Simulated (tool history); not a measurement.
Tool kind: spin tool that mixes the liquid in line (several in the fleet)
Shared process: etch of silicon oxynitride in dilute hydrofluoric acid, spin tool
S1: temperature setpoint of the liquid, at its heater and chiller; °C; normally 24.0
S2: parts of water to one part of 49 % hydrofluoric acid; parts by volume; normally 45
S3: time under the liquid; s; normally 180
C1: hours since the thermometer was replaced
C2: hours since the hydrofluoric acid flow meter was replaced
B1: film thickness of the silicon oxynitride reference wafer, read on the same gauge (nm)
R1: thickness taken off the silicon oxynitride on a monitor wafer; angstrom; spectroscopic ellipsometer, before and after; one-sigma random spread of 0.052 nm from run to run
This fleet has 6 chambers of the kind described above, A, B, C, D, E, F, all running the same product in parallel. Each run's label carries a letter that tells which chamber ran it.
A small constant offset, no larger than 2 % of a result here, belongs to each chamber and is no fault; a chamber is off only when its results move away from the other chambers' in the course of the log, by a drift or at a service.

run,hour,S1,S2,S3,C1,C2,B1,R1
1C,5.3,24.0,45,180,1689.3,1311.6,110.02,68.706
2A,11.4,24.0,45,180,836.0,437.8,109.96,66.850
3E,22.7,24.0,45,180,41.6,137.3,110.01,68.149
4B,32.4,24.0,45,180,568.1,2136.1,110.00,67.662
5F,37.9,24.0,45,180,414.5,298.1,109.98,67.963
6D,47.4,24.0,45,180,1266.8,379.3,110.00,67.839
7D,55.4,24.0,45,180,1274.8,387.3,110.00,68.824
8F,66.3,24.0,45,180,442.9,326.5,109.97,69.149
9B,75.8,24.0,45,180,611.5,2179.5,110.00,68.106
10C,81.4,24.0,45,180,1765.4,1387.7,110.03,68.681
11A,86.8,24.0,45,180,911.4,513.2,109.98,66.813
12E,93.0,26.5,45,180,111.9,207.6,109.96,77.126
13D,102.4,26.5,45,180,1321.8,434.3,110.02,76.540
# hour 109.4: chamber C: thermometer replaced
14F,112.6,26.5,45,180,489.2,372.8,110.00,78.959
15A,117.8,26.5,45,180,942.4,544.2,109.99,75.062
16C,123.7,26.5,45,180,14.4,1430.0,110.00,76.850
# hour 126.0: chamber B: hydrofluoric acid flow meter replaced
17E,133.0,26.5,45,180,151.9,247.6,110.00,76.151
18B,139.1,24.0,45,180,674.8,13.1,110.05,66.862
19A,145.6,24.0,45,180,970.2,572.0,110.03,66.708
20D,152.4,24.0,45,180,1371.8,484.3,109.98,68.083
21E,164.2,24.0,45,180,183.1,278.8,110.04,67.625
22F,170.3,24.0,45,180,546.9,430.5,109.99,70.247
23B,180.8,24.0,45,180,716.5,54.8,110.04,67.821
24C,187.6,24.0,45,180,78.3,1493.9,110.00,68.537
25C,197.4,24.0,35,180,88.1,1503.7,110.02,88.179
26E,207.3,24.0,35,180,226.2,321.9,109.99,89.019
27B,215.6,24.0,35,180,751.3,89.6,109.99,86.725
28A,220.7,24.0,35,180,1045.3,647.1,109.99,87.456
29D,227.6,24.0,35,180,1447.0,559.5,110.00,88.960
30F,235.9,24.0,35,180,612.5,496.1,110.03,92.432
31A,243.0,24.0,45,180,1067.6,669.4,109.96,67.765
32F,249.4,24.0,45,180,626.0,509.6,110.01,70.903
33D,255.7,24.0,45,180,1475.1,587.6,109.99,68.455
34B,265.2,24.0,45,180,800.9,139.2,110.01,68.207
35E,272.3,24.0,45,180,291.2,386.9,109.98,69.326
36C,281.0,24.0,45,180,171.7,1587.3,110.01,68.588
37F,287.1,24.0,45,180,663.7,547.3,110.04,71.500
38E,293.7,24.0,45,180,312.6,408.3,110.00,66.777
39A,301.1,24.0,45,180,1125.7,727.5,109.98,66.321
40B,310.8,24.0,45,180,846.5,184.8,109.97,67.393

Decide between three cases: one chamber stands off from its peers, the gauge reading all wafers drifts, or nothing is wrong past each chamber's small offset. Where a chamber is off, say which and what most likely put it there.

Chamber F drifts away from the others.
Likeliest cause: liquid hotter than its thermometer reads (K) = 1.35.
The log may not tell that from: hydrofluoric acid flow above the setpoint (%).

Here are 4 candidates for chamber F's next run, each the usual settings with a change, their results left as question marks. Which one brings its results back in line with what the others give on the usual settings?
A result is in line if it is within this distance of the other chambers' mean on the usual settings: R1 1.800 angstrom
41F-1,319.3,25.5,45,180,,,,?
41F-2,319.3,23.5,50,180,,,,?
41F-3,319.3,22.5,45,180,,,,?
41F-4,319.3,24.5,45,200,,,,?

Mean of the other chambers on the usual settings: R1 67.979 angstrom
run,R1
41F-1,77.862
41F-2,63.192
41F-3,67.198
41F-4,82.413
41F-3 brings the chamber back in line.
